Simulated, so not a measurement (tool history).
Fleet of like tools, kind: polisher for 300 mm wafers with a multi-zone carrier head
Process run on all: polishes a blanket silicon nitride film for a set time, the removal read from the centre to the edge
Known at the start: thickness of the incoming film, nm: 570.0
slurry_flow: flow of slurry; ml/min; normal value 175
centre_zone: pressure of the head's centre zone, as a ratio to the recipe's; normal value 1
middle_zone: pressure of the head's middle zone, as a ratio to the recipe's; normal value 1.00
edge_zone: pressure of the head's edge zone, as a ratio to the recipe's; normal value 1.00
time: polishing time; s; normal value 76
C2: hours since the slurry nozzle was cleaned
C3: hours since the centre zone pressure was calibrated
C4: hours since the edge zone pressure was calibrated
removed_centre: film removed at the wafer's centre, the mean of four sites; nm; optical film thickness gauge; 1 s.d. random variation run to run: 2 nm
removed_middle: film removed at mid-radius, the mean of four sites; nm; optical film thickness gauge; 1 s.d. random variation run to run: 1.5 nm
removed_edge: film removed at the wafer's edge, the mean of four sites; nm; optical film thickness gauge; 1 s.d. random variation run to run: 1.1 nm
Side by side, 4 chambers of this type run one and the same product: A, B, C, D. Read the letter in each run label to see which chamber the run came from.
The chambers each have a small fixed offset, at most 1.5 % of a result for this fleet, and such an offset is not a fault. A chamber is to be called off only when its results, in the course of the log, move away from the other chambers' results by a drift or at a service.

At day 0.112: chamber A: worn pad replaced by a new one.
At day 0.129: chamber D: worn pad replaced by a new one.
Run 1A, day 0.204: usual settings; wafers polished on this pad 22; C2 403.8; C3 283.2; C4 676.6. Result: removed_centre 167.31 nm, removed_middle 168.77 nm, removed_edge 166.45 nm.
Run 2D, day 0.338: usual settings; wafers polished on this pad 49; C2 85.5; C3 370.4; C4 451.8. Result: removed_centre 170.31 nm, removed_middle 169.28 nm, removed_edge 168.36 nm.
Run 3B, day 0.471: usual settings; wafers polished on this pad 351; C2 502.7; C3 838.6; C4 194.5. Result: removed_centre 167.94 nm, removed_middle 168.61 nm, removed_edge 168.81 nm.
Run 4C, day 0.575: usual settings; wafers polished on this pad 219; C2 412.7; C3 269.2; C4 146.6. Result: removed_centre 165.14 nm, removed_middle 167.80 nm, removed_edge 168.87 nm.
Run 5B, day 0.779: usual settings; wafers polished on this pad 424; C2 510.1; C3 846.0; C4 201.9. Result: removed_centre 166.72 nm, removed_middle 167.41 nm, removed_edge 170.13 nm.
Run 6C, day 1.008: usual settings; wafers polished on this pad 322; C2 423.1; C3 279.6; C4 157.0. Result: removed_centre 168.84 nm, removed_middle 163.40 nm, removed_edge 168.59 nm.
Run 7D, day 1.196: usual settings; wafers polished on this pad 252; C2 106.1; C3 391.0; C4 472.4. Result: removed_centre 167.29 nm, removed_middle 168.78 nm, removed_edge 170.94 nm.
Run 8A, day 1.379: usual settings but slurry_flow 130 ml/min; wafers polished on this pad 300; C2 432.0; C3 311.4; C4 704.8. Result: removed_centre 159.01 nm, removed_middle 159.34 nm, removed_edge 163.92 nm.
Run 9C, day 1.558: usual settings but slurry_flow 130 ml/min; wafers polished on this pad 452; C2 436.3; C3 292.8; C4 170.2. Result: removed_centre 160.43 nm, removed_middle 155.79 nm, removed_edge 164.42 nm.
Run 10B, day 1.788: usual settings but slurry_flow 130 ml/min; wafers polished on this pad 663; C2 534.3; C3 870.2; C4 226.1. Result: removed_centre 154.60 nm, removed_middle 153.00 nm, removed_edge 162.45 nm.
Run 11D, day 1.896: usual settings but slurry_flow 130 ml/min; wafers polished on this pad 418; C2 122.9; C3 407.8; C4 489.2. Result: removed_centre 161.34 nm, removed_middle 161.82 nm, removed_edge 162.74 nm.
Run 12A, day 2.079: usual settings; wafers polished on this pad 466; C2 448.8; C3 328.2; C4 721.6. Result: removed_centre 164.88 nm, removed_middle 169.95 nm, removed_edge 169.56 nm.
At day 2.096: chamber C: worn pad replaced by a new one.
Run 13D, day 2.304: usual settings; wafers polished on this pad 515; C2 132.7; C3 417.6; C4 499.0. Result: removed_centre 169.38 nm, removed_middle 168.90 nm, removed_edge 166.65 nm.
Run 14C, day 2.454: usual settings but edge_zone 1.10, time 58 s; wafers polished on this pad 85; C2 457.8; C3 314.3; C4 191.7. Result: removed_centre 130.19 nm, removed_middle 129.57 nm, removed_edge 134.48 nm.
Run 15A, day 2.646: usual settings but edge_zone 1.10, time 58 s; wafers polished on this pad 600; C2 462.4; C3 341.8; C4 735.2. Result: removed_centre 126.73 nm, removed_middle 127.27 nm, removed_edge 135.98 nm.
Run 16B, day 2.875: usual settings but edge_zone 1.10, time 58 s; wafers polished on this pad 920; C2 560.4; C3 896.3; C4 252.2. Result: removed_centre 126.97 nm, removed_middle 126.73 nm, removed_edge 135.56 nm.
Run 17A, day 3.046: usual settings but edge_zone 1.10, time 58 s; wafers polished on this pad 695; C2 472.0; C3 351.4; C4 744.8. Result: removed_centre 126.68 nm, removed_middle 128.02 nm, removed_edge 136.23 nm.
Run 18C, day 3.204: usual settings; wafers polished on this pad 263; C2 475.8; C3 332.3; C4 209.7. Result: removed_centre 166.11 nm, removed_middle 164.11 nm, removed_edge 169.31 nm.
Run 19D, day 3.392: usual settings; wafers polished on this pad 773; C2 158.8; C3 443.7; C4 525.1. Result: removed_centre 172.68 nm, removed_middle 169.08 nm, removed_edge 168.20 nm.
Run 20B, day 3.596: usual settings but edge_zone 0.94; wafers polished on this pad 1091; C2 577.7; C3 913.6; C4 269.5. Result: removed_centre 168.18 nm, removed_middle 166.28 nm, removed_edge 164.42 nm.
Run 21C, day 3.729: usual settings but edge_zone 0.94; wafers polished on this pad 387; C2 488.4; C3 344.9; C4 222.3. Result: removed_centre 168.51 nm, removed_middle 166.71 nm, removed_edge 164.60 nm.
At day 3.842: chamber A: worn pad replaced by a new one.
At day 3.846: chamber B: centre zone pressure recalibrated.
Run 22A, day 3.888: usual settings but edge_zone 0.94; wafers polished on this pad 11; C2 492.2; C3 371.6; C4 765.0. Result: removed_centre 167.70 nm, removed_middle 169.42 nm, removed_edge 164.02 nm.
Run 23D, day 4.100: usual settings but edge_zone 0.94; wafers polished on this pad 940; C2 175.8; C3 460.7; C4 542.1. Result: removed_centre 171.74 nm, removed_middle 167.90 nm, removed_edge 163.50 nm.
At day 4.179: chamber B: worn pad replaced by a new one.
Run 24B, day 4.212: usual settings but middle_zone 0.96, time 86 s; wafers polished on this pad 8; C2 592.5; C3 8.8; C4 284.3. Result: removed_centre 191.56 nm, removed_middle 181.47 nm, removed_edge 192.54 nm.
At day 4.229: chamber C: worn pad replaced by a new one.
Run 25D, day 4.371: usual settings but middle_zone 0.96, time 86 s; wafers polished on this pad 1005; C2 182.3; C3 467.2; C4 548.6. Result: removed_centre 191.27 nm, removed_middle 183.89 nm, removed_edge 191.59 nm.
Run 26C, day 4.542: usual settings but middle_zone 0.96, time 86 s; wafers polished on this pad 74; C2 507.9; C3 364.4; C4 241.8. Result: removed_centre 192.95 nm, removed_middle 181.07 nm, removed_edge 192.57 nm.
Run 27B, day 4.746: usual settings but middle_zone 0.96, time 86 s; wafers polished on this pad 135; C2 605.3; C3 21.6; C4 297.1. Result: removed_centre 190.20 nm, removed_middle 180.84 nm, removed_edge 190.59 nm.
Run 28A, day 4.938: usual settings; wafers polished on this pad 260; C2 517.4; C3 396.8; C4 790.2. Result: removed_centre 167.65 nm, removed_middle 169.48 nm, removed_edge 169.96 nm.
At day 4.954: chamber D: worn pad replaced by a new one.
Run 29D, day 5.121: usual settings; wafers polished on this pad 39; C2 200.3; C3 485.2; C4 566.6. Result: removed_centre 170.20 nm, removed_middle 169.00 nm, removed_edge 169.82 nm.
Run 30C, day 5.229: usual settings; wafers polished on this pad 237; C2 524.4; C3 380.9; C4 258.3. Result: removed_centre 168.18 nm, removed_middle 167.95 nm, removed_edge 169.88 nm.
Run 31A, day 5.346: usual settings; wafers polished on this pad 356; C2 527.2; C3 406.6; C4 800.0. Result: removed_centre 166.57 nm, removed_middle 167.33 nm, removed_edge 171.00 nm.
Run 32B, day 5.450: usual settings; wafers polished on this pad 301; C2 622.2; C3 38.5; C4 314.0. Result: removed_centre 168.68 nm, removed_middle 167.53 nm, removed_edge 168.91 nm.
Run 33D, day 5.671: usual settings; wafers polished on this pad 170; C2 213.5; C3 498.4; C4 579.8. Result: removed_centre 171.68 nm, removed_middle 168.91 nm, removed_edge 168.37 nm.
Run 34B, day 5.838: usual settings; wafers polished on this pad 393; C2 631.5; C3 47.8; C4 323.3. Result: removed_centre 166.05 nm, removed_middle 165.17 nm, removed_edge 170.10 nm.
At day 6.004: chamber C: slurry nozzle cleaned.
Run 35C, day 6.025: usual settings; wafers polished on this pad 425; C2 0.5; C3 400.0; C4 277.4. Result: removed_centre 167.41 nm, removed_middle 168.09 nm, removed_edge 170.26 nm.
Run 36A, day 6.125: usual settings; wafers polished on this pad 541; C2 545.9; C3 425.3; C4 818.7. Result: removed_centre 161.01 nm, removed_middle 167.90 nm, removed_edge 170.59 nm.
Run 37B, day 6.258: usual settings; wafers polished on this pad 493; C2 641.6; C3 57.9; C4 333.4. Result: removed_centre 166.86 nm, removed_middle 165.74 nm, removed_edge 169.48 nm.
At day 6.275: chamber C: worn pad replaced by a new one.
Run 38D, day 6.467: usual settings; wafers polished on this pad 358; C2 232.6; C3 517.5; C4 598.9. Result: removed_centre 168.93 nm, removed_middle 168.66 nm, removed_edge 168.13 nm.
Run 39A, day 6.625: usual settings; wafers polished on this pad 659; C2 557.9; C3 437.3; C4 830.7. Result: removed_centre 166.26 nm, removed_middle 169.14 nm, removed_edge 169.82 nm.
Run 40C, day 6.746: usual settings but slurry_flow 125 ml/min; wafers polished on this pad 111; C2 17.8; C3 417.3; C4 294.7. Result: removed_centre 157.72 nm, removed_middle 156.64 nm, removed_edge 162.70 nm.
Run 41B, day 6.892: usual settings but slurry_flow 125 ml/min; wafers polished on this pad 643; C2 656.8; C3 73.1; C4 348.6. Result: removed_centre 154.25 nm, removed_middle 155.21 nm, removed_edge 160.86 nm.
Run 42D, day 7.046: usual settings but slurry_flow 125 ml/min; wafers polished on this pad 496; C2 246.5; C3 531.4; C4 612.8. Result: removed_centre 156.31 nm, removed_middle 159.25 nm, removed_edge 161.50 nm.
Run 43C, day 7.175: usual settings but slurry_flow 125 ml/min; wafers polished on this pad 213; C2 28.1; C3 427.6; C4 305.0. Result: removed_centre 155.08 nm, removed_middle 154.38 nm, removed_edge 162.33 nm.

Has any chamber moved away from the others, gradually or after a service, or does the common gauge drift, or do the chambers differ only by their own small steady offsets? State the chamber and the most likely cause if one applies.

No chamber stands off beyond its own small offset, and the gauge holds steady.
